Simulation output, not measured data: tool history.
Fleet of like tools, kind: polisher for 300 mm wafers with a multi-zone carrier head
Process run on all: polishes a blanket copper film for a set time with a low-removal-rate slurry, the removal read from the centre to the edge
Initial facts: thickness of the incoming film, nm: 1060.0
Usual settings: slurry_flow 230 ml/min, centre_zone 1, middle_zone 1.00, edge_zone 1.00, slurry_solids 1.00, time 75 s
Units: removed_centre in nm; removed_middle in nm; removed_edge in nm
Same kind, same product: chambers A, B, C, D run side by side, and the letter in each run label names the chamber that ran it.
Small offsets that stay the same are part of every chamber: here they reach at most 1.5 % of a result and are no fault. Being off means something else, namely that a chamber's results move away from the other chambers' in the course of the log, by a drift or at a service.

run,hour,slurry_flow,centre_zone,middle_zone,edge_zone,slurry_solids,time,wafers polished on this pad,hours since the slurry nozzle was cleaned,hours since the centre zone pressure was calibrated,hours since the edge zone pressure was calibrated,removed_centre,removed_middle,removed_edge
1D,2.3,230,1,1.00,1.00,1.00,75,906,174.8,304.0,144.8,255.95,251.26,256.44
# hour 4.8: chamber D: worn pad replaced by a new one
2C,6.4,230,1,1.00,1.00,1.00,75,962,516.9,442.1,336.9,251.86,249.09,250.36
# hour 7.7: chamber B: centre zone pressure recalibrated
# hour 8.5: chamber B: worn pad replaced by a new one
3A,10.7,230,1,1.00,1.00,1.00,75,689,232.6,652.7,814.3,254.94,254.28,255.49
4B,14.8,230,1,1.00,1.00,1.00,75,81,103.0,7.1,519.1,252.60,255.66,255.37
5A,17.0,230,1,1.00,1.00,1.00,75,770,238.9,659.0,820.6,254.93,252.27,259.19
# hour 18.9: chamber A: slurry nozzle cleaned
6D,21.2,230,1,1.08,1.00,1.15,75,211,193.7,322.9,163.7,264.80,278.99,261.87
# hour 22.0: chamber C: worn pad replaced by a new one
7B,25.4,230,1,1.08,1.00,1.15,75,218,113.6,17.7,529.7,259.58,282.23,257.44
8C,29.6,230,1,1.08,1.00,1.15,75,98,540.1,465.3,360.1,262.25,282.51,258.32
9A,34.0,230,1,1.08,1.00,1.15,75,989,15.1,676.0,837.6,265.43,280.72,266.46
10D,38.1,230,1,1.00,1.00,1.00,75,429,210.6,339.8,180.6,254.51,248.13,251.95
11C,40.4,230,1,1.00,1.00,1.00,55,237,550.9,476.1,370.9,185.37,185.97,184.77
12B,44.8,230,1,1.00,1.00,1.00,55,468,133.0,37.1,549.1,183.79,185.37,186.82
13C,48.5,230,1,1.00,1.00,1.00,55,341,559.0,484.2,379.0,184.23,185.30,184.93
14B,52.2,230,1,1.00,1.00,1.00,55,563,140.4,44.5,556.5,184.89,185.01,187.36
15A,55.5,230,1,1.00,1.00,1.00,75,1266,36.6,697.5,859.1,253.50,255.37,257.90
16D,57.8,230,1,1.00,1.00,1.00,75,683,230.3,359.5,200.3,253.70,250.56,257.05
17D,62.0,230,1,1.00,1.00,1.00,75,737,234.5,363.7,204.5,254.37,248.63,254.50
# hour 64.9: chamber B: worn pad replaced by a new one
18A,66.2,230,1,1.00,1.00,1.00,75,1404,47.3,708.2,869.8,252.77,254.50,250.87
19B,69.4,230,1,0.92,1.00,1.00,75,58,157.6,61.7,573.7,251.15,237.91,254.54
20C,73.5,230,1,0.92,1.00,1.00,75,663,584.0,509.2,404.0,252.44,231.39,249.55
21C,78.0,230,1,0.92,1.00,1.00,75,721,588.5,513.7,408.5,251.67,238.12,250.42
22B,80.9,230,1,0.92,1.00,1.00,75,206,169.1,73.2,585.2,251.68,227.67,257.57
23D,83.2,230,1,1.00,1.00,1.00,75,1010,255.7,384.9,225.7,258.22,248.15,254.81
24A,85.6,230,1,1.00,1.00,1.00,75,1654,66.7,727.6,889.2,248.85,246.76,248.97
25A,87.6,230,1,1.00,1.00,1.00,75,1679,68.7,729.6,891.2,246.90,243.96,248.73
# hour 88.1: chamber D: worn pad replaced by a new one
26C,91.7,230,1,1.00,1.00,1.00,75,898,602.2,527.4,422.2,250.60,255.58,248.88
27B,95.2,230,1,1.00,1.00,1.00,75,390,183.4,87.5,599.5,250.72,245.47,253.49
28D,97.6,230,1,1.00,1.00,1.00,75,122,270.1,399.3,240.1,256.00,253.75,255.74
29B,100.0,230,1,1.00,1.00,1.00,84,452,188.2,92.3,604.3,283.72,282.16,285.60
30D,103.2,230,1,1.00,1.00,1.00,84,194,275.7,404.9,245.7,284.00,286.24,284.21
# hour 105.0: chamber D: slurry nozzle cleaned
31A,106.1,230,1,1.00,1.00,1.00,84,1918,87.2,748.1,909.7,271.45,273.71,271.21
# hour 106.4: chamber C: worn pad replaced by a new one
32C,108.1,230,1,1.00,1.00,1.00,84,22,618.6,543.8,438.6,281.46,283.25,280.08
33D,110.8,230,1,1.00,1.00,1.00,75,292,5.8,412.5,253.3,259.06,247.45,253.24
34B,114.2,230,1,1.00,1.00,1.00,75,635,202.4,106.5,618.5,251.78,248.13,253.03
35A,116.9,165,1,1.00,0.88,1.00,75,2057,98.0,758.9,920.5,227.70,232.41,218.71
36C,119.1,165,1,1.00,0.88,1.00,75,163,629.6,554.8,449.6,239.95,245.81,225.00
37D,121.1,165,1,1.00,0.88,1.00,75,425,16.1,422.8,263.6,246.36,241.48,230.16

Next, every chamber runs the same settings. What will each give?
38A,124.3,265,1,1.00,1.00,1.00,75,,,,,?,?,?
38B,124.3,265,1,1.00,1.00,1.00,75,,,,,?,?,?
38C,124.3,265,1,1.00,1.00,1.00,75,,,,,?,?,?
38D,124.3,265,1,1.00,1.00,1.00,75,,,,,?,?,?

run,removed_centre,removed_middle,removed_edge
38A,244.48,240.20,245.76
38B,252.44,255.62,256.64
38C,254.03,259.55,251.29
38D,258.94,253.47,257.95
